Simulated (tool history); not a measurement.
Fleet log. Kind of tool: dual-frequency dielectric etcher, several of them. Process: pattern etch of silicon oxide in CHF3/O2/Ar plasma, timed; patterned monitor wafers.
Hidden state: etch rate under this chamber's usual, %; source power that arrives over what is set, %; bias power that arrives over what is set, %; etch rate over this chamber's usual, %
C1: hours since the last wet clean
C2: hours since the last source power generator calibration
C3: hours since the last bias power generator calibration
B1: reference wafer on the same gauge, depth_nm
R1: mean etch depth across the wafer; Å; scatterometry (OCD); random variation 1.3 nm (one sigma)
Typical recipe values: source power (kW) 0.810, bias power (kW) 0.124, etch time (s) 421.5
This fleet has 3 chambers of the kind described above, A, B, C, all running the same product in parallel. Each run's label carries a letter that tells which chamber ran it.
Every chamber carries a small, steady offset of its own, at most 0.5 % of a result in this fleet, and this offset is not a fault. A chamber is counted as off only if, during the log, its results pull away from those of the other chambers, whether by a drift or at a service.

Run 1A, day 0.246: usual settings; C1 29.0; C2 921.5; C3 2506.6; B1 823.27. Result: R1 8300.8 Å.
Run 2B, day 0.550: usual settings; C1 297.9; C2 316.6; C3 711.1; B1 823.72. Result: R1 8382.9 Å.
Run 3C, day 0.917: usual settings; C1 236.0; C2 2145.9; C3 1902.6; B1 823.29. Result: R1 8332.1 Å.
Run 4B, day 1.329: usual settings; C1 316.6; C2 335.3; C3 729.8; B1 823.65. Result: R1 8346.4 Å.
Run 5C, day 1.646: usual settings; C1 253.5; C2 2163.4; C3 1920.1; B1 823.56. Result: R1 8313.8 Å.
Run 6A, day 2.112: usual settings; C1 73.8; C2 966.3; C3 2551.4; B1 823.97. Result: R1 8329.3 Å.
Run 7C, day 2.483: usual settings; C1 273.6; C2 2183.5; C3 1940.2; B1 824.24. Result: R1 8308.0 Å.
At day 2.642: chamber B: wet clean of the chamber.
Run 8B, day 2.950: usual settings; C1 7.5; C2 374.2; C3 768.7; B1 824.05. Result: R1 8360.9 Å.
Run 9A, day 3.279: usual settings; C1 101.8; C2 994.3; C3 2579.4; B1 824.19. Result: R1 8315.4 Å.
Run 10B, day 3.521: usual settings; C1 21.2; C2 387.9; C3 782.4; B1 824.32. Result: R1 8363.1 Å.
Run 11A, day 3.967: usual settings; C1 118.3; C2 1010.8; C3 2595.9; B1 824.62. Result: R1 8325.4 Å.
Run 12C, day 4.358: usual settings; C1 318.6; C2 2228.5; C3 1985.2; B1 824.49. Result: R1 8344.0 Å.
Run 13A, day 4.717: usual settings but source power (kW) 0.690, bias power (kW) 0.137; C1 136.3; C2 1028.8; C3 2613.9; B1 825.08. Result: R1 8086.8 Å.
Run 14B, day 5.196: usual settings but source power (kW) 0.690, bias power (kW) 0.137; C1 61.4; C2 428.1; C3 822.6; B1 825.15. Result: R1 8096.8 Å.
At day 5.342: chamber C: source power generator calibrated.
Run 15C, day 5.604: usual settings but source power (kW) 0.690, bias power (kW) 0.137; C1 348.5; C2 6.4; C3 2015.1; B1 825.33. Result: R1 8082.7 Å.
Run 16C, day 6.054: usual settings; C1 359.3; C2 17.2; C3 2025.9; B1 825.71. Result: R1 8346.7 Å.
Run 17B, day 6.529: usual settings; C1 93.4; C2 460.1; C3 854.6; B1 825.88. Result: R1 8377.6 Å.
Run 18A, day 7.004: usual settings but source power (kW) 0.740; C1 191.2; C2 1083.7; C3 2668.8; B1 826.04. Result: R1 8038.5 Å.
Run 19B, day 7.488: usual settings but source power (kW) 0.740; C1 116.4; C2 483.1; C3 877.6; B1 826.20. Result: R1 8106.5 Å.
Run 20A, day 7.971: usual settings but source power (kW) 0.740; C1 214.4; C2 1106.9; C3 2692.0; B1 826.32. Result: R1 8054.5 Å.
Run 21C, day 8.442: usual settings; C1 416.6; C2 74.5; C3 2083.2; B1 826.82. Result: R1 8345.8 Å.
Run 22C, day 8.700: usual settings but etch time (s) 366.0; C1 422.8; C2 80.7; C3 2089.4; B1 826.87. Result: R1 7245.9 Å.
Run 23B, day 9.092: usual settings but etch time (s) 366.0; C1 154.9; C2 521.6; C3 916.1; B1 826.63. Result: R1 7297.0 Å.
Run 24A, day 9.383: usual settings but etch time (s) 366.0; C1 248.3; C2 1140.8; C3 2725.9; B1 827.30. Result: R1 7243.4 Å.
Run 25C, day 9.712: usual settings; C1 447.1; C2 105.0; C3 2113.7; B1 827.26. Result: R1 8375.9 Å.
Run 26A, day 10.000: usual settings; C1 263.1; C2 1155.6; C3 2740.7; B1 827.17. Result: R1 8339.5 Å.
Run 27B, day 10.221: usual settings; C1 182.0; C2 548.7; C3 943.2; B1 827.82. Result: R1 8384.3 Å.
Run 28A, day 10.517: usual settings; C1 275.5; C2 1168.0; C3 2753.1; B1 827.28. Result: R1 8344.0 Å.
Run 29C, day 10.875: usual settings; C1 475.0; C2 132.9; C3 2141.6; B1 828.08. Result: R1 8372.4 Å.
Run 30B, day 11.096: usual settings; C1 203.0; C2 569.7; C3 964.2; B1 827.83. Result: R1 8415.5 Å.
Run 31B, day 11.438: usual settings; C1 211.2; C2 577.9; C3 972.4; B1 828.18. Result: R1 8415.6 Å.

Is one chamber off against the others, does the gauge drift, or is nothing wrong? If a chamber is off, say which, and what the likeliest cause is.

No chamber is off; the gauge reading every chamber's wafers drifts, which makes the whole fleet appear to move together.
Most likely cause: gauge reads high (%) = 0.624.

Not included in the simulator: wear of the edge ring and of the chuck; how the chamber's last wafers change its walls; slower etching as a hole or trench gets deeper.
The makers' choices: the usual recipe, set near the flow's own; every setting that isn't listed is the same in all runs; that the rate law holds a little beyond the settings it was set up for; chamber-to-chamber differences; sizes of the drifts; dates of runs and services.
